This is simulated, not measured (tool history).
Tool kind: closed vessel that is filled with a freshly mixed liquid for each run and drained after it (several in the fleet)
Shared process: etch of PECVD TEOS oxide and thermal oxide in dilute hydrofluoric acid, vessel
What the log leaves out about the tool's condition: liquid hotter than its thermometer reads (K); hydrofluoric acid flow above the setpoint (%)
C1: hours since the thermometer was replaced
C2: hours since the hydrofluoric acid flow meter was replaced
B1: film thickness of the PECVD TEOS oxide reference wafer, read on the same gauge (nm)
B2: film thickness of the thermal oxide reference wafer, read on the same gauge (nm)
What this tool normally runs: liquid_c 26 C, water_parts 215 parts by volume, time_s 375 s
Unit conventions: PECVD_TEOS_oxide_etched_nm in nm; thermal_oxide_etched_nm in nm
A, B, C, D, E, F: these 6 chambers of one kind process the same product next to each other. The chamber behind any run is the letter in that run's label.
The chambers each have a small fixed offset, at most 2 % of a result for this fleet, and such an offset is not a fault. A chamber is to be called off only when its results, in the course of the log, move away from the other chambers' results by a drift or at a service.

{"run": "1F", "hour": 10.2, "liquid_c": 26, "water_parts": 215, "time_s": 375, "C1": 592.5, "C2": 717.3, "B1": 99.999, "B2": 90.046, "PECVD_TEOS_oxide_etched_nm": 43.725, "thermal_oxide_etched_nm": 7.4698}
{"run": "2D", "hour": 19.6, "liquid_c": 26, "water_parts": 215, "time_s": 375, "C1": 287.6, "C2": 814.3, "B1": 99.989, "B2": 90.003, "PECVD_TEOS_oxide_etched_nm": 43.204, "thermal_oxide_etched_nm": 7.3118}
{"run": "3B", "hour": 31.6, "liquid_c": 26, "water_parts": 215, "time_s": 375, "C1": 1764.5, "C2": 31.9, "B1": 100, "B2": 90.029, "PECVD_TEOS_oxide_etched_nm": 43.041, "thermal_oxide_etched_nm": 7.4558}
{"run": "4C", "hour": 39.1, "liquid_c": 26, "water_parts": 215, "time_s": 375, "C1": 1407.7, "C2": 666.4, "B1": 99.973, "B2": 90.054, "PECVD_TEOS_oxide_etched_nm": 43.306, "thermal_oxide_etched_nm": 7.4339}
{"run": "5A", "hour": 45.0, "liquid_c": 26, "water_parts": 215, "time_s": 375, "C1": 1760.8, "C2": 1836.5, "B1": 99.994, "B2": 89.989, "PECVD_TEOS_oxide_etched_nm": 42.902, "thermal_oxide_etched_nm": 7.4606}
{"run": "6E", "hour": 53.0, "liquid_c": 26, "water_parts": 215, "time_s": 375, "C1": 101.9, "C2": 202.9, "B1": 99.992, "B2": 89.996, "PECVD_TEOS_oxide_etched_nm": 43.226, "thermal_oxide_etched_nm": 7.4217}
{"run": "7B", "hour": 60.4, "liquid_c": 26, "water_parts": 290, "time_s": 505, "C1": 1793.3, "C2": 60.7, "B1": 99.981, "B2": 89.951, "PECVD_TEOS_oxide_etched_nm": 39.835, "thermal_oxide_etched_nm": 6.8407}
{"run": "8D", "hour": 69.6, "liquid_c": 26, "water_parts": 290, "time_s": 505, "C1": 337.6, "C2": 864.3, "B1": 100.02, "B2": 89.998, "PECVD_TEOS_oxide_etched_nm": 39.888, "thermal_oxide_etched_nm": 6.7736}
{"run": "9E", "hour": 80.5, "liquid_c": 26, "water_parts": 290, "time_s": 505, "C1": 129.4, "C2": 230.4, "B1": 100.01, "B2": 90.012, "PECVD_TEOS_oxide_etched_nm": 40.273, "thermal_oxide_etched_nm": 6.8199}
{"run": "10C", "hour": 87.4, "liquid_c": 26, "water_parts": 290, "time_s": 505, "C1": 1456, "C2": 714.7, "B1": 100.01, "B2": 90.034, "PECVD_TEOS_oxide_etched_nm": 39.788, "thermal_oxide_etched_nm": 6.8089}
{"run": "11A", "hour": 94.8, "liquid_c": 26, "water_parts": 290, "time_s": 505, "C1": 1810.6, "C2": 1886.3, "B1": 100.01, "B2": 89.961, "PECVD_TEOS_oxide_etched_nm": 39.454, "thermal_oxide_etched_nm": 6.9201}
{"run": "12F", "hour": 105.9, "liquid_c": 26, "water_parts": 290, "time_s": 505, "C1": 688.2, "C2": 813, "B1": 99.977, "B2": 90.046, "PECVD_TEOS_oxide_etched_nm": 40.442, "thermal_oxide_etched_nm": 6.8557}
{"run": "13D", "hour": 115.5, "liquid_c": 26, "water_parts": 215, "time_s": 375, "C1": 383.5, "C2": 910.2, "B1": 100.02, "B2": 89.988, "PECVD_TEOS_oxide_etched_nm": 43.724, "thermal_oxide_etched_nm": 7.3778}
{"run": "14C", "hour": 125.1, "liquid_c": 26, "water_parts": 215, "time_s": 375, "C1": 1493.7, "C2": 752.4, "B1": 100.01, "B2": 89.98, "PECVD_TEOS_oxide_etched_nm": 43.917, "thermal_oxide_etched_nm": 7.3818}
{"run": "15F", "hour": 138.3, "liquid_c": 26, "water_parts": 215, "time_s": 375, "C1": 720.6, "C2": 845.4, "B1": 99.995, "B2": 89.998, "PECVD_TEOS_oxide_etched_nm": 43.848, "thermal_oxide_etched_nm": 7.4682}
{"run": "16E", "hour": 145.5, "liquid_c": 26, "water_parts": 215, "time_s": 375, "C1": 194.4, "C2": 295.4, "B1": 99.992, "B2": 89.987, "PECVD_TEOS_oxide_etched_nm": 43.207, "thermal_oxide_etched_nm": 7.4418}
{"run": "17B", "hour": 158.3, "liquid_c": 26, "water_parts": 215, "time_s": 375, "C1": 1891.2, "C2": 158.6, "B1": 100, "B2": 90.006, "PECVD_TEOS_oxide_etched_nm": 44.083, "thermal_oxide_etched_nm": 7.4551}
{"run": "18A", "hour": 170.3, "liquid_c": 26, "water_parts": 215, "time_s": 375, "C1": 1886.1, "C2": 1961.8, "B1": 99.995, "B2": 89.994, "PECVD_TEOS_oxide_etched_nm": 43.587, "thermal_oxide_etched_nm": 7.4591}
{"run": "19A", "hour": 176.1, "liquid_c": 28, "water_parts": 295, "time_s": 375, "C1": 1891.9, "C2": 1967.6, "B1": 100.01, "B2": 90.042, "PECVD_TEOS_oxide_etched_nm": 30.391, "thermal_oxide_etched_nm": 5.3064}
{"run": "20C", "hour": 182.6, "liquid_c": 28, "water_parts": 295, "time_s": 375, "C1": 1551.2, "C2": 809.9, "B1": 99.993, "B2": 90.041, "PECVD_TEOS_oxide_etched_nm": 31.859, "thermal_oxide_etched_nm": 5.2491}
{"run": "21B", "hour": 190.8, "liquid_c": 28, "water_parts": 295, "time_s": 375, "C1": 1923.7, "C2": 191.1, "B1": 99.999, "B2": 90.029, "PECVD_TEOS_oxide_etched_nm": 30.931, "thermal_oxide_etched_nm": 5.2578}
{"run": "22F", "hour": 203.2, "liquid_c": 28, "water_parts": 295, "time_s": 375, "C1": 785.5, "C2": 910.3, "B1": 100.01, "B2": 90.016, "PECVD_TEOS_oxide_etched_nm": 31.287, "thermal_oxide_etched_nm": 5.3509}
{"run": "23E", "hour": 209.3, "liquid_c": 28, "water_parts": 295, "time_s": 375, "C1": 258.2, "C2": 359.2, "B1": 99.976, "B2": 89.99, "PECVD_TEOS_oxide_etched_nm": 31.381, "thermal_oxide_etched_nm": 5.3584}
{"run": "24D", "hour": 217.6, "liquid_c": 28, "water_parts": 295, "time_s": 375, "C1": 485.6, "C2": 1012.3, "B1": 100.02, "B2": 89.984, "PECVD_TEOS_oxide_etched_nm": 30.998, "thermal_oxide_etched_nm": 5.3003}
{"run": "25A", "hour": 228.8, "liquid_c": 26, "water_parts": 215, "time_s": 375, "C1": 1944.6, "C2": 2020.3, "B1": 100.02, "B2": 90.01, "PECVD_TEOS_oxide_etched_nm": 43.151, "thermal_oxide_etched_nm": 7.4364}
{"run": "26B", "hour": 238.2, "liquid_c": 26, "water_parts": 215, "time_s": 375, "C1": 1971.1, "C2": 238.5, "B1": 99.961, "B2": 89.986, "PECVD_TEOS_oxide_etched_nm": 44.362, "thermal_oxide_etched_nm": 7.4821}
{"run": "27D", "hour": 246.7, "liquid_c": 26, "water_parts": 215, "time_s": 375, "C1": 514.7, "C2": 1041.4, "B1": 100, "B2": 89.99, "PECVD_TEOS_oxide_etched_nm": 43.419, "thermal_oxide_etched_nm": 7.3507}
{"run": "28C", "hour": 254.9, "liquid_c": 26, "water_parts": 215, "time_s": 375, "C1": 1623.5, "C2": 882.2, "B1": 99.991, "B2": 89.984, "PECVD_TEOS_oxide_etched_nm": 42.965, "thermal_oxide_etched_nm": 7.3635}
{"run": "29E", "hour": 261.4, "liquid_c": 24.5, "water_parts": 215, "time_s": 555, "C1": 310.3, "C2": 411.3, "B1": 99.99, "B2": 90.046, "PECVD_TEOS_oxide_etched_nm": 60.948, "thermal_oxide_etched_nm": 10.528}
{"run": "30F", "hour": 272.6, "liquid_c": 24.5, "water_parts": 215, "time_s": 555, "C1": 854.9, "C2": 979.7, "B1": 100, "B2": 90, "PECVD_TEOS_oxide_etched_nm": 62.047, "thermal_oxide_etched_nm": 10.432}
{"run": "31B", "hour": 279.7, "liquid_c": 24.5, "water_parts": 215, "time_s": 555, "C1": 2012.6, "C2": 280, "B1": 99.98, "B2": 90.012, "PECVD_TEOS_oxide_etched_nm": 61.624, "thermal_oxide_etched_nm": 10.366}
{"run": "32D", "hour": 291.1, "liquid_c": 24.5, "water_parts": 215, "time_s": 555, "C1": 559.1, "C2": 1085.8, "B1": 99.986, "B2": 89.998, "PECVD_TEOS_oxide_etched_nm": 61.302, "thermal_oxide_etched_nm": 10.3}
{"run": "33E", "hour": 303.7, "liquid_c": 24.5, "water_parts": 215, "time_s": 555, "C1": 352.6, "C2": 453.6, "B1": 99.989, "B2": 89.987, "PECVD_TEOS_oxide_etched_nm": 60.404, "thermal_oxide_etched_nm": 10.418}
{"run": "34A", "hour": 309.5, "liquid_c": 24.5, "water_parts": 215, "time_s": 555, "C1": 2025.3, "C2": 2101, "B1": 100.01, "B2": 89.959, "PECVD_TEOS_oxide_etched_nm": 59.994, "thermal_oxide_etched_nm": 10.51}
{"run": "35F", "hour": 316.1, "liquid_c": 26, "water_parts": 215, "time_s": 375, "C1": 898.4, "C2": 1023.2, "B1": 100.01, "B2": 89.987, "PECVD_TEOS_oxide_etched_nm": 43.29, "thermal_oxide_etched_nm": 7.4869}
{"run": "36C", "hour": 325.0, "liquid_c": 26, "water_parts": 215, "time_s": 375, "C1": 1693.6, "C2": 952.3, "B1": 99.975, "B2": 89.978, "PECVD_TEOS_oxide_etched_nm": 44.069, "thermal_oxide_etched_nm": 7.3653}

Is one chamber off against the others, does the gauge drift, or is nothing wrong? If a chamber is off, say which, and what the likeliest cause is.

No chamber is off and the gauge is stable; the differences are just each chamber's small, constant offset.

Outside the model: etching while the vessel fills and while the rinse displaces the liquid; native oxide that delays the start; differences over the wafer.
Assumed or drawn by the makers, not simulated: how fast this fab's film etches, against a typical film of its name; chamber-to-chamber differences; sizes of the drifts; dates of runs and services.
